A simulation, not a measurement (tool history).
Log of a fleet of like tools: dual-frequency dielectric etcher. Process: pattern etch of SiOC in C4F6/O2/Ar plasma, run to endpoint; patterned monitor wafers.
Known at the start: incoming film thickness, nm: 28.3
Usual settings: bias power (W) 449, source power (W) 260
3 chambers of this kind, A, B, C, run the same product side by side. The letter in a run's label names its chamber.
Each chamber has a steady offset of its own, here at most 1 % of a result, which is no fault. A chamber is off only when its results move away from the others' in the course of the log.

run 1B hour=5.4 | bias_power_(W)=449 source_power_(W)=260 | endpoint_time_(s)=11.590
run 2C hour=10.8 | bias_power_(W)=449 source_power_(W)=260 | endpoint_time_(s)=11.742
run 3A hour=15.0 | bias_power_(W)=449 source_power_(W)=260 | endpoint_time_(s)=11.766
run 4C hour=19.9 | bias_power_(W)=449 source_power_(W)=260 | endpoint_time_(s)=11.695
run 5A hour=25.1 | bias_power_(W)=449 source_power_(W)=260 | endpoint_time_(s)=11.738
run 6B hour=29.6 | bias_power_(W)=449 source_power_(W)=260 | endpoint_time_(s)=11.602
run 7A hour=35.1 | bias_power_(W)=449 source_power_(W)=260 | endpoint_time_(s)=11.752
run 8B hour=38.8 | bias_power_(W)=449 source_power_(W)=260 | endpoint_time_(s)=11.586
run 9C hour=42.4 | bias_power_(W)=449 source_power_(W)=260 | endpoint_time_(s)=11.684
run 10A hour=47.2 | bias_power_(W)=449 source_power_(W)=260 | endpoint_time_(s)=11.754
run 11C hour=53.9 | bias_power_(W)=449 source_power_(W)=260 | endpoint_time_(s)=11.717
run 12B hour=59.0 | bias_power_(W)=449 source_power_(W)=320 | endpoint_time_(s)=10.749
run 13C hour=65.4 | bias_power_(W)=449 source_power_(W)=320 | endpoint_time_(s)=10.956
run 14A hour=68.7 | bias_power_(W)=449 source_power_(W)=320 | endpoint_time_(s)=10.866
run 15B hour=75.1 | bias_power_(W)=449 source_power_(W)=260 | endpoint_time_(s)=11.799
run 16C hour=78.9 | bias_power_(W)=449 source_power_(W)=290 | endpoint_time_(s)=11.316
run 17A hour=83.6 | bias_power_(W)=449 source_power_(W)=290 | endpoint_time_(s)=11.262
run 18B hour=87.4 | bias_power_(W)=449 source_power_(W)=290 | endpoint_time_(s)=11.220
run 19B hour=94.1 | bias_power_(W)=449 source_power_(W)=260 | endpoint_time_(s)=11.741
run 20A hour=97.2 | bias_power_(W)=503 source_power_(W)=280 | endpoint_time_(s)=10.906
run 21C hour=102.3 | bias_power_(W)=503 source_power_(W)=280 | endpoint_time_(s)=10.954
run 22C hour=105.4 | bias_power_(W)=503 source_power_(W)=280 | endpoint_time_(s)=10.948
run 23A hour=110.9 | bias_power_(W)=449 source_power_(W)=260 | endpoint_time_(s)=11.692
run 24B hour=117.1 | bias_power_(W)=449 source_power_(W)=240 | endpoint_time_(s)=12.253
run 25A hour=121.7 | bias_power_(W)=449 source_power_(W)=240 | endpoint_time_(s)=12.134
run 26C hour=126.2 | bias_power_(W)=449 source_power_(W)=240 | endpoint_time_(s)=12.035
run 27B hour=129.9 | bias_power_(W)=449 source_power_(W)=260 | endpoint_time_(s)=11.953
run 28A hour=133.8 | bias_power_(W)=449 source_power_(W)=260 | endpoint_time_(s)=11.711
run 29B hour=138.9 | bias_power_(W)=449 source_power_(W)=260 | endpoint_time_(s)=12.032
run 30C hour=144.1 | bias_power_(W)=362 source_power_(W)=210 | endpoint_time_(s)=13.761
run 31C hour=148.4 | bias_power_(W)=362 source_power_(W)=210 | endpoint_time_(s)=13.633
run 32A hour=153.7 | bias_power_(W)=362 source_power_(W)=210 | endpoint_time_(s)=13.810
run 33B hour=159.6 | bias_power_(W)=449 source_power_(W)=320 | endpoint_time_(s)=11.192
run 34B hour=163.4 | bias_power_(W)=449 source_power_(W)=320 | endpoint_time_(s)=11.258
-- hour=166.4 chamber A: wet clean of the chamber
run 35C hour=169.6 | bias_power_(W)=449 source_power_(W)=320 | endpoint_time_(s)=10.834
run 36A hour=175.2 | bias_power_(W)=362 source_power_(W)=260 | endpoint_time_(s)=12.666
run 37A hour=180.8 | bias_power_(W)=362 source_power_(W)=260 | endpoint_time_(s)=12.755

All 3 chambers run these settings next. Forecast each chamber's results:
run 38A hour=185.8 | bias_power_(W)=449 source_power_(W)=260 | endpoint_time_(s)=?
run 38B hour=185.8 | bias_power_(W)=449 source_power_(W)=260 | endpoint_time_(s)=?
run 38C hour=185.8 | bias_power_(W)=449 source_power_(W)=260 | endpoint_time_(s)=?

run=38A endpoint_time_(s)=11.738
run=38B endpoint_time_(s)=12.204
run=38C endpoint_time_(s)=11.681
